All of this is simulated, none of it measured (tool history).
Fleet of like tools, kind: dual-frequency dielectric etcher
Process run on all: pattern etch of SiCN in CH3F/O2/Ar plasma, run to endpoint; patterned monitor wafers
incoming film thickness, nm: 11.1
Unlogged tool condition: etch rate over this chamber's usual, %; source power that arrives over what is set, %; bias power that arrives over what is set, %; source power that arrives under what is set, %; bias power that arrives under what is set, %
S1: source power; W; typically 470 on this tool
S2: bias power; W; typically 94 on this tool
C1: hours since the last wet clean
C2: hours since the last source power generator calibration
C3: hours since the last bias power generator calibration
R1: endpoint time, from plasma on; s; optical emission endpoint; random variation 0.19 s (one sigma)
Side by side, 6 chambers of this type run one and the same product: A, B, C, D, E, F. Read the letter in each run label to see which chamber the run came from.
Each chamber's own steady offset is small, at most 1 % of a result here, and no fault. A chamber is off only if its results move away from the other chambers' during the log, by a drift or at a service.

run   hour   S1   S2     C1      C2      C3      R1
       5.6  -- chamber B: wet clean of the chamber
 1D    7.9  470   94  368.6   596.2   674.3  25.585
 2A   13.1  470   94  237.1  1074.0  1961.8  25.332
 3B   17.7  470   94   12.1  1081.4  4102.5  25.275
 4C   26.9  470   94  388.6   463.1   381.4  24.794
 5E   34.0  470   94  394.4   386.5  2567.5  25.446
 6F   40.1  470   94  542.5   170.3   402.5  25.111
 7A   44.8  470   94  268.8  1105.7  1993.5  24.875
 8C   49.6  470   94  411.3   485.8   404.1  24.886
 9D   56.4  380   85  417.1   644.7   722.8  28.654
      62.5  -- chamber C: wet clean of the chamber
10E   64.7  380   85  425.1   417.2  2598.2  28.950
      65.1  -- chamber E: wet clean of the chamber
11B   74.4  380   85   68.8  1138.1  4159.2  28.234
12F   80.6  380   85  583.0   210.8   443.0  27.975
13D   85.8  380   85  446.5   674.1   752.2  28.460
      89.3  -- chamber F: wet clean of the chamber
14F   95.2  380   85    5.9   225.4   457.6  28.745
15B  105.6  470   94  100.0  1169.3  4190.4  25.499
16A  113.1  470   94  337.1  1174.0  2061.8  25.152
17C  121.9  470   94   59.5   558.1   476.4  25.165
18E  128.8  560   75   63.8   481.3  2662.3  25.742
19C  133.7  560   75   71.3   569.9   488.2  25.653
20B  139.5  560   75  133.9  1203.2  4224.3  25.634
21A  145.0  560   75  369.0  1205.9  2093.7  25.644
     146.7  -- chamber E: bias power generator calibrated
22D  150.3  560   75  511.0   738.6   816.7  25.904
23F  157.9  560   75   68.6   288.1   520.3  25.483
     163.2  -- chamber D: wet clean of the chamber
24E  165.9  470   94  100.9   518.4    19.3  25.329
25D  172.0  470   94    8.8   760.3   838.4  24.043
26A  180.6  470   94  404.6  1241.5  2129.3  25.080
27E  190.2  470   94  125.2   542.7    43.6  24.889
     190.9  -- chamber B: bias power generator calibrated
28C  198.7  470   94  136.3   634.9   553.2  25.144
29B  203.8  470   94  198.2  1267.5    12.9  25.160
30F  212.1  470   94  122.8   342.3   574.5  25.191
31B  222.3  470   94  216.7  1286.0    31.4  25.120
32C  229.9  470   94  167.5   666.1   584.4  25.433
33F  238.7  510  112  149.4   368.9   601.1  23.196
34D  248.6  510  112   85.4   836.9   915.0  21.674
35E  253.6  510  112  188.6   606.1   107.0  23.005
36A  261.0  510  112  485.0  1321.9  2209.7  22.635
37E  265.6  510  112  200.6   618.1   119.0  23.164
38A  272.4  510  112  496.4  1333.3  2221.1  22.946
39B  277.5  470   94  271.9  1341.2    86.6  25.211
40C  283.2  520   94  220.8   719.4   637.7  23.852
41D  291.8  520   94  128.6   880.1   958.2  23.210
42F  297.6  520   94  208.3   427.8   660.0  24.259

Next, every chamber runs the same settings. What will each give?
43A  305.1  470  115               ?
43B  305.1  470  115               ?
43C  305.1  470  115               ?
43D  305.1  470  115               ?
43E  305.1  470  115               ?
43F  305.1  470  115               ?

run      R1
43A  22.775
43B  23.433
43C  22.988
43D  22.501
43E  23.716
43F  23.197

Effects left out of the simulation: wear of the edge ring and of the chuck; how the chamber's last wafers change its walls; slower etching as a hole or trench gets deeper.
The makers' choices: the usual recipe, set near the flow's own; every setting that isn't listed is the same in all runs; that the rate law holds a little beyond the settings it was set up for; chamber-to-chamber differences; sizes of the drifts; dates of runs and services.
